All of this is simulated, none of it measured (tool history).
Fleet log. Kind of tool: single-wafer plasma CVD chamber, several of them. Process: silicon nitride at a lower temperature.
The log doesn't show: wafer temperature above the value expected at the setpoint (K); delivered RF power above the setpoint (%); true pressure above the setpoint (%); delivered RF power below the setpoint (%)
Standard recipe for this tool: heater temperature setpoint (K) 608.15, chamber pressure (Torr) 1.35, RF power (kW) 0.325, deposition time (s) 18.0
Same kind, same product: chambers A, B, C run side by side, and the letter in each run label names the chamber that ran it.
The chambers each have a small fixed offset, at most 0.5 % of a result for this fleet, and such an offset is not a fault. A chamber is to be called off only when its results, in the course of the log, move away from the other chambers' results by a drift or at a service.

run   hour  heater temperature setpoint (K)  chamber pressure (Torr)  RF power (kW)  deposition time (s)  hours since the last thermocouple change  hours since the last RF generator calibration  hours since the last manometer calibration  read-back reference wafer on the same gauge, thickness_nm  mean film thickness on the monitor wafer (Å)
 1A    6.3                           608.15                     1.35          0.325                 18.0                                      24.8                                          300.0                                       833.1                                                     23.993                                        214.52
 2B   10.4                           608.15                     1.35          0.325                 18.0                                     457.0                                          218.9                                       378.4                                                     24.002                                        213.59
 3C   14.3                           608.15                     1.35          0.325                 18.0                                    1178.1                                         1457.9                                       388.3                                                     24.006                                        213.45
 4B   18.2                           608.15                     1.35          0.325                 18.0                                     464.8                                          226.7                                       386.2                                                     24.007                                        212.77
 5A   21.7                           608.15                     1.35          0.325                 18.0                                      40.2                                          315.4                                       848.5                                                     24.006                                        213.22
 6C   28.5                           599.15                     1.35          0.325                 18.0                                    1192.3                                         1472.1                                       402.5                                                     23.991                                        214.36
 7A   31.5                           599.15                     1.35          0.325                 18.0                                      50.0                                          325.2                                       858.3                                                     24.024                                        215.83
 8C   36.6                           599.15                     1.35          0.325                 18.0                                    1200.4                                         1480.2                                       410.6                                                     23.985                                        214.48
 9B   40.5                           608.15                     1.35          0.385                 14.9                                     487.1                                          249.0                                       408.5                                                     23.986                                        196.78
10A   45.6                           608.15                     1.35          0.385                 14.9                                      64.1                                          339.3                                       872.4                                                     24.006                                        196.16
11C   50.9                           608.15                     1.35          0.385                 14.9                                    1214.7                                         1494.5                                       424.9                                                     23.995                                        196.63
12B   54.4                           608.15                     1.35          0.325                 18.0                                     501.0                                          262.9                                       422.4                                                     23.976                                        212.48
13C   59.6                           608.15                     1.35          0.325                 18.0                                    1223.4                                         1503.2                                       433.6                                                     24.032                                        214.72
14A   64.3                           608.15                     1.35          0.325                 18.0                                      82.8                                          358.0                                       891.1                                                     23.992                                        213.04
15B   67.8                           608.15                     1.35          0.325                 18.0                                     514.4                                          276.3                                       435.8                                                     24.003                                        212.91
16A   72.1                           608.15                     1.35          0.325                 18.0                                      90.6                                          365.8                                       898.9                                                     23.995                                        214.67
17B   75.2                           608.15                     1.35          0.325                 18.0                                     521.8                                          283.7                                       443.2                                                     23.989                                        211.72
18C   80.0                           608.15                     1.35          0.325                 18.0                                    1243.8                                         1523.6                                       454.0                                                     23.992                                        213.38
19C   83.6                           608.15                     1.35          0.325                 18.0                                    1247.4                                         1527.2                                       457.6                                                     23.989                                        213.49
20B   89.7                           608.15                     1.35          0.325                 18.0                                     536.3                                          298.2                                       457.7                                                     24.022                                        212.16
21A   94.8                           608.15                     1.35          0.325                 18.0                                     113.3                                          388.5                                       921.6                                                     23.991                                        213.95
22A   98.4                           608.15                     1.35          0.325                 18.0                                     116.9                                          392.1                                       925.2                                                     24.000                                        212.90
23C  102.4                           608.15                     1.35          0.325                 18.0                                    1266.2                                         1546.0                                       476.4                                                     24.021                                        214.81
24B  107.4                           608.15                     1.35          0.325                 18.0                                     554.0                                          315.9                                       475.4                                                     23.999                                        210.10
25A  111.6                           608.15                     1.35          0.325                 18.0                                     130.1                                          405.3                                       938.4                                                     23.994                                        213.82

Next, all 3 chambers run the settings below, one line each with question marks for the results. What does each chamber give?
26A  116.5                           608.15                     1.35          0.325                 18.0                                                                                                                                                                                                                                             ?
26B  116.5                           608.15                     1.35          0.325                 18.0                                                                                                                                                                                                                                             ?
26C  116.5                           608.15                     1.35          0.325                 18.0                                                                                                                                                                                                                                             ?

run  mean film thickness on the monitor wafer (Å)
26A                                        214.80
26B                                        209.21
26C                                        214.42
